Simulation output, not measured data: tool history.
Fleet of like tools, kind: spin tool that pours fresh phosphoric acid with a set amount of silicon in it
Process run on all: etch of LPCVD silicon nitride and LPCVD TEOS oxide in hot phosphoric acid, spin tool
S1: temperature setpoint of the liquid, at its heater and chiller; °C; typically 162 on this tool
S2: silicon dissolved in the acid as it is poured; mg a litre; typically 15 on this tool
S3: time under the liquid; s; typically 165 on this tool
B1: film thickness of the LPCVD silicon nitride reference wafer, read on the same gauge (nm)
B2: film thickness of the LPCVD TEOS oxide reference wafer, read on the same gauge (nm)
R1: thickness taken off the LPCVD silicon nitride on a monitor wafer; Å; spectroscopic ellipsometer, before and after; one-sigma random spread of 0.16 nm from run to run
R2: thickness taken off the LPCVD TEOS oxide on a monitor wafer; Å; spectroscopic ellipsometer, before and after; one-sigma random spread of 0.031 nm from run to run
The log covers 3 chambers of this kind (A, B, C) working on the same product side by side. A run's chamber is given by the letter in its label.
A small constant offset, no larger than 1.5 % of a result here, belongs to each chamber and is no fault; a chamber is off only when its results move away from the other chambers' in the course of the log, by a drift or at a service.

run    day     S1  S2   S3      B1      B2      R1      R2
 1B  0.183    162  15  165  129.99  39.996  181.76  3.2151
 2A  0.367    162  15  165  129.99  39.998  179.35  3.4271
 3C  0.462    162  15  165  129.99  39.979  178.75  2.9563
 4B  0.554    162  15  165  130.01      40  181.37  3.1268
 5A  0.742    162  15  165  129.99  39.995  179.09  2.7883
 6C  0.862    162  15  165  130.01  39.989  175.11  3.2888
 7A  1.008    162  15  165  129.99  40.002  178.77  3.5395
 8C  1.154    162  15  165  130.01  40.014  174.19  3.1387
 9B  1.242    162  15  165     130  40.001   176.6  2.6842
10B  1.388    160  26  165  130.02  39.987  166.51  2.1366
11A  1.512    160  26  165  129.99  40.004  167.29  1.9462
12C  1.612    160  26  165  130.01  39.996  159.41  1.9001
13C   1.75    162  15  165  129.99  39.995  173.76  2.5019
14A  1.871    162  15  165  129.99  39.988  179.52   3.135
15B  1.979    162  15  165  130.01  40.004  178.33  2.8486
16A  2.171    162  15  165     130  40.006  179.21  3.2659
17B  2.271    162  15  165  129.99  40.017  179.54  3.2565
18C  2.367    162  15  165  130.01  40.009  167.44  2.3021
19A  2.492    162  15  165  129.98  40.002  181.48  3.4924
20B  2.642  164.5  15  165  129.97  39.991  193.99  3.6227
21C  2.788  164.5  15  165     130      40  180.92  3.2377
     2.808  -- chamber A: dissolved silicon flow meter replaced
22C    2.9  164.5  15  165     130  39.991  177.63   3.152
23B  3.067    162  15  165     130  39.991  175.45  2.9095
24A  3.192    162  15  165  129.98  39.993  178.89  3.0238
25B  3.346    162  15  165  130.01   40.01  174.55  3.1898
26A  3.433    162  15  165  130.02  40.031  180.12  3.4511
27C  3.538    162  15  165  130.01  40.021   158.2  2.4903
28C  3.633    162  15  165     130  39.979  159.54  2.5902

Next, all 3 chambers run the settings below, one line each with question marks for the results. What does each chamber give?
29A  3.771  162  15  165           ?   ?
29B  3.771  162  15  165           ?   ?
29C  3.771  162  15  165           ?   ?

run      R1      R2
29A  181.08  3.5094
29B  175.66  2.4574
29C     159  2.2593
